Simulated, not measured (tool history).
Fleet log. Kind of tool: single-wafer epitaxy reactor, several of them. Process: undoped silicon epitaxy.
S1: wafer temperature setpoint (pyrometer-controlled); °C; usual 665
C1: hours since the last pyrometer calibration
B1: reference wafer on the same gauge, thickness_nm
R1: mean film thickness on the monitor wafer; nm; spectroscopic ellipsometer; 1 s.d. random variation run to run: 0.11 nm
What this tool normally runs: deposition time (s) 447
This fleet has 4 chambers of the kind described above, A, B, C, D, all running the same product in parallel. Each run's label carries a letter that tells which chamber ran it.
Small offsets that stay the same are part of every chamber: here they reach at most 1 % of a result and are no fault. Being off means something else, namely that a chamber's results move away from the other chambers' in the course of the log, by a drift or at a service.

Run 1C, hour 14.1: usual settings; C1 82.6; B1 89.028. Result: R1 103.79 nm.
Run 2A, hour 29.4: usual settings; C1 626.8; B1 89.027. Result: R1 104.19 nm.
Run 3B, hour 38.8: usual settings; C1 2119.1; B1 89.059. Result: R1 103.64 nm.
Run 4D, hour 54.7: usual settings; C1 1709; B1 89.045. Result: R1 104.2 nm.
Run 5C, hour 66.3: usual settings; C1 134.8; B1 89.085. Result: R1 103.81 nm.
Run 6D, hour 74.8: usual settings; C1 1729.1; B1 89.087. Result: R1 104.29 nm.
Run 7A, hour 89.1: usual settings; C1 686.5; B1 89.075. Result: R1 104.31 nm.
Run 8B, hour 99.9: usual settings; C1 2180.2; B1 89.118. Result: R1 103.51 nm.
Run 9A, hour 109.9: usual settings; C1 707.3; B1 89.141. Result: R1 104.34 nm.
Run 10D, hour 124: usual settings; C1 1778.3; B1 89.14. Result: R1 104.22 nm.
Run 11C, hour 131.9: usual settings but S1 673 °C, deposition time (s) 366; C1 200.4; B1 89.151. Result: R1 100.67 nm.
Run 12B, hour 139.3: usual settings but S1 673 °C, deposition time (s) 366; C1 2219.6; B1 89.161. Result: R1 100.43 nm.
Run 13C, hour 150.6: usual settings but S1 673 °C, deposition time (s) 366; C1 219.1; B1 89.158. Result: R1 100.41 nm.
Run 14D, hour 164.3: usual settings but S1 673 °C, deposition time (s) 366; C1 1818.6; B1 89.199. Result: R1 101.29 nm.
Run 15A, hour 173.8: usual settings; C1 771.2; B1 89.207. Result: R1 104.53 nm.
Run 16B, hour 183.4: usual settings; C1 2263.7; B1 89.197. Result: R1 103.56 nm.
Run 17D, hour 197.2: usual settings; C1 1851.5; B1 89.235. Result: R1 104.54 nm.
Run 18B, hour 211.8: usual settings but S1 657 °C; C1 2292.1; B1 89.273. Result: R1 87.309 nm.
Run 19C, hour 227.1: usual settings but S1 657 °C; C1 295.6; B1 89.272. Result: R1 87.939 nm.
Run 20A, hour 236.5: usual settings but S1 657 °C; C1 833.9; B1 89.26. Result: R1 88.558 nm.
Run 21B, hour 250.4: usual settings but S1 657 °C; C1 2330.7; B1 89.298. Result: R1 87.507 nm.
Run 22C, hour 261.2: usual settings; C1 329.7; B1 89.301. Result: R1 104.23 nm.
Run 23D, hour 271.6: usual settings; C1 1925.9; B1 89.316. Result: R1 104.29 nm.
Run 24A, hour 283.6: usual settings but S1 661 °C; C1 881; B1 89.327. Result: R1 96.324 nm.
Run 25C, hour 298.4: usual settings but S1 661 °C; C1 366.9; B1 89.358. Result: R1 95.641 nm.
Run 26A, hour 311.9: usual settings but S1 661 °C; C1 909.3; B1 89.334. Result: R1 96.385 nm.
Run 27B, hour 325.3: usual settings but S1 661 °C; C1 2405.6; B1 89.359. Result: R1 95.25 nm.
Run 28D, hour 332.8: usual settings; C1 1987.1; B1 89.373. Result: R1 104.72 nm.

Next, every chamber runs the same settings. What will each give?
Run 29A, hour 344.6: usual settings. Result: R1 ?.
Run 29B, hour 344.6: usual settings. Result: R1 ?.
Run 29C, hour 344.6: usual settings. Result: R1 ?.
Run 29D, hour 344.6: usual settings. Result: R1 ?.

run      R1
29A   104.7
29B  103.82
29C  104.54
29D  104.63
